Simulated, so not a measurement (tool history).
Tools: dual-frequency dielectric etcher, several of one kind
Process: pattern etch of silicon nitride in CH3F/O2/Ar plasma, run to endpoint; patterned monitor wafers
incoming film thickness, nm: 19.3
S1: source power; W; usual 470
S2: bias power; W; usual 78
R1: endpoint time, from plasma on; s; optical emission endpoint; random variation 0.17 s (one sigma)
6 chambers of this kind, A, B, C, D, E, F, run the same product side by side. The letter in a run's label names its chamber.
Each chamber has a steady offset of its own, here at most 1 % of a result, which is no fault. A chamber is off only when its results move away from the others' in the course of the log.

run 1C day=0.192 | S1=470 S2=78 | R1=25.715
run 2F day=0.508 | S1=470 S2=78 | R1=25.734
run 3A day=0.796 | S1=470 S2=78 | R1=25.167
run 4E day=0.971 | S1=470 S2=78 | R1=25.462
run 5B day=1.267 | S1=470 S2=78 | R1=25.243
-- day=1.525 chamber A: wet clean of the chamber
run 6D day=1.629 | S1=470 S2=65 | R1=27.165
run 7C day=1.892 | S1=470 S2=65 | R1=27.216
run 8E day=2.183 | S1=470 S2=65 | R1=27.373
run 9D day=2.471 | S1=470 S2=65 | R1=27.022
run 10A day=2.733 | S1=470 S2=65 | R1=26.985
run 11B day=2.904 | S1=470 S2=65 | R1=27.365
run 12F day=3.142 | S1=470 S2=78 | R1=25.377
run 13D day=3.404 | S1=470 S2=78 | R1=25.519
run 14B day=3.592 | S1=470 S2=78 | R1=25.567
run 15C day=3.879 | S1=470 S2=78 | R1=25.829
run 16A day=4.171 | S1=470 S2=78 | R1=25.328
run 17E day=4.354 | S1=470 S2=78 | R1=25.787
run 18F day=4.562 | S1=470 S2=78 | R1=25.948
run 19A day=4.721 | S1=370 S2=67 | R1=29.373
run 20D day=4.896 | S1=370 S2=67 | R1=29.448
run 21B day=5.104 | S1=370 S2=67 | R1=29.474
run 22E day=5.304 | S1=370 S2=67 | R1=29.337
run 23F day=5.558 | S1=370 S2=67 | R1=29.468
run 24C day=5.817 | S1=370 S2=67 | R1=29.826
run 25F day=6.192 | S1=470 S2=78 | R1=25.801
run 26C day=6.462 | S1=470 S2=78 | R1=25.701
run 27B day=6.754 | S1=470 S2=78 | R1=25.136
run 28A day=6.925 | S1=470 S2=78 | R1=25.647
run 29E day=7.162 | S1=470 S2=78 | R1=25.58
-- day=7.321 chamber E: wet clean of the chamber
run 30D day=7.488 | S1=470 S2=78 | R1=25.365
run 31A day=7.654 | S1=470 S2=78 | R1=25.448
run 32B day=7.958 | S1=420 S2=70 | R1=27.72
run 33D day=8.133 | S1=420 S2=70 | R1=27.573
run 34E day=8.342 | S1=420 S2=70 | R1=27.679
run 35F day=8.504 | S1=420 S2=70 | R1=27.623
run 36C day=8.683 | S1=420 S2=70 | R1=27.707
run 37E day=8.933 | S1=420 S2=70 | R1=27.501
-- day=9.075 chamber D: wet clean of the chamber
-- day=9.1 chamber D: source power generator calibrated
run 38C day=9.288 | S1=560 S2=61 | R1=26.096
run 39D day=9.483 | S1=560 S2=61 | R1=26.014
run 40A day=9.662 | S1=560 S2=61 | R1=25.835
run 41B day=10.012 | S1=560 S2=61 | R1=25.698
run 42F day=10.196 | S1=560 S2=61 | R1=26.524
run 43F day=10.542 | S1=560 S2=61 | R1=26.322

Next, every chamber runs the same settings. What will each give?
run 44A day=10.808 | S1=470 S2=88 | R1=?
run 44B day=10.808 | S1=470 S2=88 | R1=?
run 44C day=10.808 | S1=470 S2=88 | R1=?
run 44D day=10.808 | S1=470 S2=88 | R1=?
run 44E day=10.808 | S1=470 S2=88 | R1=?
run 44F day=10.808 | S1=470 S2=88 | R1=?

run=44A R1=24.634
run=44B R1=24.522
run=44C R1=24.536
run=44D R1=24.054
run=44E R1=24.42
run=44F R1=24.687
